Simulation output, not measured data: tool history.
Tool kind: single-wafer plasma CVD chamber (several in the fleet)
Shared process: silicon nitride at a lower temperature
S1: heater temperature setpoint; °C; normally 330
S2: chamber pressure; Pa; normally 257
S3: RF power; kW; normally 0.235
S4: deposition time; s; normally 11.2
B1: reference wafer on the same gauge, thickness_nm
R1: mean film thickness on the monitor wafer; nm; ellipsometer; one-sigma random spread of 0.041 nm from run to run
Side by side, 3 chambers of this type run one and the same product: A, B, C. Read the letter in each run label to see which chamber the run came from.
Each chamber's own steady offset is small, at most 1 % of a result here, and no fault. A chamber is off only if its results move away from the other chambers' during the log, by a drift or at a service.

| run | hour | S1 | S2 | S3 | S4 | B1 | R1 |
|---|---|---|---|---|---|---|---|
| 1B | 4.7 | 330 | 257 | 0.235 | 11.2 | 12.797 | 11.8280 |
| 2A | 13.0 | 330 | 257 | 0.235 | 11.2 | 12.808 | 11.8730 |
| 3C | 16.8 | 330 | 257 | 0.235 | 11.2 | 12.801 | 11.7670 |
| 4C | 22.2 | 330 | 257 | 0.235 | 11.2 | 12.808 | 11.6380 |
| 5B | 29.1 | 330 | 257 | 0.235 | 11.2 | 12.799 | 11.8380 |
| 6A | 37.0 | 330 | 257 | 0.235 | 11.2 | 12.805 | 11.8920 |
| 7B | 43.9 | 330 | 257 | 0.235 | 11.2 | 12.794 | 11.8680 |
| 8A | 51.0 | 330 | 257 | 0.235 | 11.2 | 12.804 | 11.8410 |
| 9C | 57.8 | 330 | 257 | 0.235 | 11.2 | 12.807 | 11.7570 |
| 10B | 61.5 | 330 | 257 | 0.235 | 11.2 | 12.798 | 11.8670 |
| 11C | 65.7 | 330 | 257 | 0.235 | 11.2 | 12.809 | 11.7370 |
| 12A | 74.1 | 330 | 257 | 0.235 | 11.2 | 12.800 | 11.8320 |
| 13B | 82.5 | 330 | 257 | 0.235 | 11.2 | 12.798 | 11.8520 |
| 14A | 90.7 | 330 | 257 | 0.235 | 11.2 | 12.796 | 11.8620 |
| 15C | 97.3 | 330 | 257 | 0.235 | 11.2 | 12.808 | 11.7030 |
| 16A | 101.4 | 330 | 257 | 0.235 | 9.9 | 12.806 | 10.3750 |
| 17B | 106.5 | 330 | 257 | 0.235 | 9.9 | 12.784 | 10.5160 |
| 18C | 112.3 | 330 | 257 | 0.235 | 9.9 | 12.798 | 10.3230 |
| 19B | 117.4 | 330 | 225 | 0.235 | 11.2 | 12.791 | 11.4020 |
| 20A | 122.0 | 330 | 225 | 0.235 | 11.2 | 12.801 | 11.4490 |
| 21C | 130.4 | 330 | 225 | 0.235 | 11.2 | 12.807 | 11.2060 |
| 22A | 138.7 | 330 | 257 | 0.235 | 11.2 | 12.804 | 11.8680 |
| 23C | 142.6 | 330 | 257 | 0.235 | 11.2 | 12.806 | 11.5690 |
| 24B | 147.8 | 330 | 257 | 0.235 | 11.2 | 12.793 | 11.8270 |
| 25B | 154.4 | 330 | 257 | 0.235 | 11.2 | 12.800 | 11.7980 |
| 26C | 161.9 | 330 | 257 | 0.235 | 11.2 | 12.807 | 11.4880 |
| 27A | 167.8 | 330 | 257 | 0.265 | 11.2 | 12.799 | 12.9060 |
| 28B | 175.6 | 330 | 257 | 0.265 | 11.2 | 12.791 | 12.8990 |
| 29A | 181.9 | 330 | 257 | 0.265 | 11.2 | 12.805 | 12.9510 |
| 30C | 188.3 | 325 | 257 | 0.210 | 11.2 | 12.803 | 10.5280 |
| 31A | 194.8 | 325 | 257 | 0.210 | 11.2 | 12.802 | 10.8780 |
| 32C | 203.3 | 325 | 257 | 0.210 | 11.2 | 12.799 | 10.4840 |
| 33B | 210.0 | 330 | 257 | 0.235 | 11.2 | 12.801 | 11.8830 |
| 34B | 214.4 | 330 | 257 | 0.235 | 11.2 | 12.797 | 11.8730 |
| 35A | 219.8 | 330 | 257 | 0.235 | 11.2 | 12.798 | 11.8020 |
| 36C | 228.1 | 330 | 257 | 0.235 | 11.2 | 12.808 | 11.3810 |
| 37B | 233.4 | 330 | 257 | 0.235 | 11.2 | 12.801 | 11.8540 |
| 38A | 239.6 | 330 | 257 | 0.235 | 11.2 | 12.801 | 11.8030 |
| 39C | 244.4 | 337 | 257 | 0.235 | 11.2 | 12.801 | 11.2810 |
| 40C | 252.5 | 337 | 257 | 0.235 | 11.2 | 12.796 | 11.2530 |
| 41A | 260.2 | 337 | 257 | 0.235 | 11.2 | 12.811 | 11.8080 |
| 42B | 265.8 | 330 | 257 | 0.235 | 11.2 | 12.789 | 11.8630 |
| 43B | 271.4 | 330 | 257 | 0.235 | 11.2 | 12.802 | 11.8570 |
| 44C | 278.9 | 330 | 296 | 0.235 | 9.5 | 12.805 | 9.8245 |

Which is it: a chamber that has drifted or been left off by a service, a gauge drift common to all chambers, or only each chamber's usual small offset? If a chamber is off, name it and its likeliest cause.

Little by little, chamber C moves away from the other chambers.
Cause: delivered RF power below the setpoint (%) = 6.06.

Chamber C could run next with any of the 4 candidate recipes listed below; each alters the usual settings, and their results appear as question marks. Which one brings its results back in line with what the other chambers deliver on the usual settings?
In line means no further than this from the other chambers' mean on the usual settings: R1 0.1400 nm
| 45C-1 | 285.1 | 330 | 257 | 0.255 | 11.2 |  | ? |
| 45C-2 | 285.1 | 330 | 257 | 0.235 | 12.2 |  | ? |
| 45C-3 | 285.1 | 330 | 252 | 0.225 | 10.7 |  | ? |
| 45C-4 | 285.1 | 330 | 253 | 0.230 | 10.8 |  | ? |

Average result of the remaining chambers running the usual settings: R1 11.8320 nm
| run | R1 |
|---|---|
| 45C-1 | 11.8680 |
| 45C-2 | 12.1870 |
| 45C-3 | 10.2960 |
| 45C-4 | 10.5760 |
45C-1 brings the chamber back in line.
